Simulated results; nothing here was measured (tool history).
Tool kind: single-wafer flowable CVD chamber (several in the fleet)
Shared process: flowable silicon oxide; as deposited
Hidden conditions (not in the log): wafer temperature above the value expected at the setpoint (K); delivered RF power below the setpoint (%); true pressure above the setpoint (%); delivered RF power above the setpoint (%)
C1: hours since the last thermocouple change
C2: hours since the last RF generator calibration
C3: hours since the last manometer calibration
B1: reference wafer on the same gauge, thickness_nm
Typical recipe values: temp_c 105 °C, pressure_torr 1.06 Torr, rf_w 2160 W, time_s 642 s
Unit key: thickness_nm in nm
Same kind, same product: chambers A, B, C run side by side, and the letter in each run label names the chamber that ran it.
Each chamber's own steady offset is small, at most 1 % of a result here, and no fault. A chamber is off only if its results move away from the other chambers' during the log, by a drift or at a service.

Run 1B, hour 14.7: usual settings; C1 710.1; C2 1413.4; C3 474.5; B1 394.91. Result: thickness_nm 468.93 nm.
Run 2C, hour 28.7: usual settings; C1 1845.3; C2 1306.5; C3 89.8; B1 394.73. Result: thickness_nm 476.01 nm.
Run 3A, hour 41.8: usual settings; C1 214.2; C2 543.5; C3 798.3; B1 394.97. Result: thickness_nm 473.13 nm.
Run 4A, hour 55.4: usual settings; C1 227.8; C2 557.1; C3 811.9; B1 395.19. Result: thickness_nm 471.7 nm.
Run 5B, hour 69.7: usual settings but temp_c 111 °C, pressure_torr 0.82 Torr; C1 765.1; C2 1468.4; C3 529.5; B1 395.06. Result: thickness_nm 286.98 nm.
Run 6C, hour 83.5: usual settings but temp_c 111 °C, pressure_torr 0.82 Torr; C1 1900.1; C2 1361.3; C3 144.6; B1 395.11. Result: thickness_nm 284.56 nm.
Run 7A, hour 93.1: usual settings but temp_c 111 °C, pressure_torr 0.82 Torr; C1 265.5; C2 594.8; C3 849.6; B1 395.12. Result: thickness_nm 283.01 nm.
Run 8C, hour 104.3: usual settings; C1 1920.9; C2 1382.1; C3 165.4; B1 394.84. Result: thickness_nm 477.14 nm.
Run 9B, hour 113.1: usual settings but rf_w 1750 W, time_s 728 s; C1 808.5; C2 1511.8; C3 572.9; B1 394.95. Result: thickness_nm 509.3 nm.
Run 10C, hour 120.3: usual settings but rf_w 1750 W, time_s 728 s; C1 1936.9; C2 1398.1; C3 181.4; B1 395.14. Result: thickness_nm 512.8 nm.
Run 11B, hour 132.6: usual settings but rf_w 1750 W, time_s 728 s; C1 828; C2 1531.3; C3 592.4; B1 394.5. Result: thickness_nm 512.09 nm.
Run 12A, hour 144.2: usual settings; C1 316.6; C2 645.9; C3 900.7; B1 394.92. Result: thickness_nm 469.48 nm.
Run 13B, hour 151.9: usual settings; C1 847.3; C2 1550.6; C3 611.7; B1 395.09. Result: thickness_nm 468.91 nm.
Run 14A, hour 167: usual settings but pressure_torr 1.19 Torr; C1 339.4; C2 668.7; C3 923.5; B1 394.57. Result: thickness_nm 535.25 nm.
Run 15C, hour 180.3: usual settings but pressure_torr 1.19 Torr; C1 1996.9; C2 1458.1; C3 241.4; B1 395.11. Result: thickness_nm 537.9 nm.
Run 16C, hour 194.4: usual settings but pressure_torr 1.19 Torr; C1 2011; C2 1472.2; C3 255.5; B1 395.15. Result: thickness_nm 538.54 nm.
Run 17A, hour 209.7: usual settings; C1 382.1; C2 711.4; C3 966.2; B1 395.36. Result: thickness_nm 467.43 nm.
Run 18B, hour 220.1: usual settings; C1 915.5; C2 1618.8; C3 679.9; B1 394.62. Result: thickness_nm 473.56 nm.
Run 19A, hour 232.1: usual settings; C1 404.5; C2 733.8; C3 988.6; B1 394.4. Result: thickness_nm 463.32 nm.
Run 20B, hour 239.8: usual settings; C1 935.2; C2 1638.5; C3 699.6; B1 394.89. Result: thickness_nm 475.65 nm.
Run 21C, hour 246.5: usual settings; C1 2063.1; C2 1524.3; C3 307.6; B1 394.53. Result: thickness_nm 477.59 nm.
Run 22B, hour 261: usual settings; C1 956.4; C2 1659.7; C3 720.8; B1 394.97. Result: thickness_nm 470.34 nm.
Run 23A, hour 269.8: usual settings; C1 442.2; C2 771.5; C3 1026.3; B1 395.04. Result: thickness_nm 455.36 nm.
Run 24C, hour 281.2: usual settings; C1 2097.8; C2 1559; C3 342.3; B1 394.73. Result: thickness_nm 478.1 nm.
Run 25B, hour 289.7: usual settings; C1 985.1; C2 1688.4; C3 749.5; B1 394.7. Result: thickness_nm 470.03 nm.
Run 26A, hour 304.2: usual settings; C1 476.6; C2 805.9; C3 1060.7; B1 394.96. Result: thickness_nm 449.31 nm.

Is one chamber off against the others, does the gauge drift, or is nothing wrong? If a chamber is off, say which, and what the likeliest cause is.

Little by little, chamber A moves away from the other chambers.
Likeliest cause: wafer temperature above the value expected at the setpoint (K) = 1.48.
It could be hard to tell apart here from: true pressure below the setpoint (%).

Below are 4 candidate recipes for chamber A's next run, each the usual settings with a change, their results shown as question marks. Which of them brings A's results back in line with what the other chambers give on the usual settings?
Counts as in line when no further than this from what the other chambers average on the usual settings: thickness_nm 7.6 nm
Run 27A-1, hour 315.2: usual settings but pressure_torr 1.11 Torr, rf_w 2170 W. Result: thickness_nm ?.
Run 27A-2, hour 315.2: usual settings but time_s 611 s. Result: thickness_nm ?.
Run 27A-3, hour 315.2: usual settings but temp_c 107 °C, pressure_torr 1.04 Torr. Result: thickness_nm ?.
Run 27A-4, hour 315.2: usual settings but rf_w 2195 W, time_s 696 s. Result: thickness_nm ?.

The other chambers' mean on the usual settings: thickness_nm 473.19 nm
  run  thickness_nm
27A-1        474.64
27A-2        428.78
27A-3        412.61
27A-4        489.93
With 27A-1, the chamber falls back in line with the rest.

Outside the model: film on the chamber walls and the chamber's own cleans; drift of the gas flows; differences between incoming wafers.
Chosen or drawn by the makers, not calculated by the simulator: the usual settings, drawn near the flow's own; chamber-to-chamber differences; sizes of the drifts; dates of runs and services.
